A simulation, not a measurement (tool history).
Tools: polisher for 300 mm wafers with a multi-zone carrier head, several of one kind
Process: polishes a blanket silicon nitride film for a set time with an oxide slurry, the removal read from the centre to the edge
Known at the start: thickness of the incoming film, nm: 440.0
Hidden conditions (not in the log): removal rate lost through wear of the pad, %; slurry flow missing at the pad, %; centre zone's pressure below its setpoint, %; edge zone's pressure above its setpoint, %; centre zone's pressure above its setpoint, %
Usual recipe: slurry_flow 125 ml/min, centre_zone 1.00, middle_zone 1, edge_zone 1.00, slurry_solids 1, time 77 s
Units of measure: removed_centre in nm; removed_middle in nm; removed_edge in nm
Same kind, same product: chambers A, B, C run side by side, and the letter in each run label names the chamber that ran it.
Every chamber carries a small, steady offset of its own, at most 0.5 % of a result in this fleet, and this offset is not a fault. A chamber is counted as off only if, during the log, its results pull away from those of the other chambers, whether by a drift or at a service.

run   hour  slurry_flow  centre_zone  middle_zone  edge_zone  slurry_solids  time  wafers polished on this pad  hours since the slurry nozzle was cleaned  hours since the centre zone pressure was calibrated  hours since the edge zone pressure was calibrated  removed_centre  removed_middle  removed_edge
       3.2  -- chamber C: worn pad replaced by a new one
 1A   12.8          125         1.00            1       1.00              1    77                          537                                      500.0                                                142.4                                              403.7          73.832          73.888        75.339
      20.5  -- chamber A: worn pad replaced by a new one
 2B   25.3          125         1.00            1       1.00              1    77                          435                                      168.5                                                372.7                                              389.3          74.915          74.253        73.948
 3C   40.3          125         1.00            1       1.00              1    77                          304                                       94.8                                                 94.4                                               74.4          74.450          73.055        73.854
 4A   47.4          125         1.00            1       1.00              1    77                          220                                      534.6                                                177.0                                              438.3          74.568          72.830        74.305
 5C   58.3          125         1.00            1       1.00              1    77                          451                                      112.8                                                112.4                                               92.4          74.640          74.724        74.498
 6B   69.2          125         1.08            1       1.00              1    87                          794                                      212.4                                                416.6                                              433.2          89.988          84.095        83.646
 7B   85.0          125         1.08            1       1.00              1    87                          923                                      228.2                                                432.4                                              449.0          90.146          83.214        82.954
 8C   99.0          125         1.08            1       1.00              1    87                          785                                      153.5                                                153.1                                              133.1          92.034          82.895        83.689
     105.9  -- chamber A: worn pad replaced by a new one
 9A  110.7          125         1.00            1       1.00              1    77                           39                                      597.9                                                240.3                                              501.6          72.885          74.304        74.199
10A  122.2          125         1.00            1       1.00              1    77                          133                                      609.4                                                251.8                                              513.1          72.795          73.565        74.144
11B  135.4          125         1.00            1       1.00              1    77                         1336                                      278.6                                                482.8                                              499.4          75.062          73.519        74.247
     139.8  -- chamber C: worn pad replaced by a new one
12C  151.1          125         1.00            1       1.00              1    77                           92                                      205.6                                                205.2                                              185.2          74.825          73.337        74.636
13A  159.7          125         1.00            1       0.91              1    77                          440                                      646.9                                                289.3                                              550.6          73.282          73.390        70.449
14B  167.8          125         1.00            1       0.91              1    77                         1601                                      311.0                                                515.2                                              531.8          75.104          73.983        70.154
     169.5  -- chamber C: slurry nozzle cleaned
     171.0  -- chamber B: worn pad replaced by a new one
15C  178.5          125         1.00            1       0.91              1    77                          316                                        9.1                                                232.6                                              212.6          73.080          74.100        71.004
     186.1  -- chamber A: slurry nozzle cleaned
16C  189.2          125         1.00            1       1.00              1    77                          404                                       19.8                                                243.3                                              223.3          74.450          74.132        74.215
     192.0  -- chamber A: worn pad replaced by a new one
17A  201.6          125         1.00            1       1.00              1    77                           78                                       15.5                                                331.2                                              592.5          74.042          75.109        75.183
18B  209.9          125         1.00            1       1.00              1    77                          318                                      353.1                                                557.3                                              573.9          74.326          73.566        73.150
19A  223.8          125         1.00            1       1.00              1    77                          260                                       37.7                                                353.4                                              614.7          73.274          74.536        74.310
20B  234.9          125         1.00            1       1.00              1    77                          523                                      378.1                                                582.3                                              598.9          73.610          73.930        72.984
21C  246.2          125         1.00            1       1.00              1    77                          871                                       76.8                                                300.3                                              280.3          74.910          74.740        73.973
22C  255.9          125         1.00            1       1.00              1    77                          950                                       86.5                                                310.0                                              290.0          74.260          73.077        73.599
     259.8  -- chamber C: worn pad replaced by a new one
23A  263.6          125         1.00            1       1.00              1    77                          586                                       77.5                                                393.2                                              654.5          73.886          73.897        73.627
     264.7  -- chamber A: worn pad replaced by a new one
24B  278.3          125         1.00            1       1.00              1    77                          878                                      421.5                                                625.7                                              642.3          73.553          73.364        73.625
25B  292.3          125         1.00            1       1.00              1    77                          993                                      435.5                                                639.7                                              656.3          74.981          73.473        73.299
26A  302.9          125         1.00            1       1.00              1    77                          313                                      116.8                                                432.5                                              693.8          73.594          73.616        74.040
27C  315.7          125         1.00            1       1.00              1    77                          458                                      146.3                                                369.8                                              349.8          74.373          73.354        73.922

Is one chamber off against the others, does the gauge drift, or is nothing wrong? If a chamber is off, say which, and what the likeliest cause is.

Beyond each chamber's small constant offset nothing stands out, and the gauge stays steady.
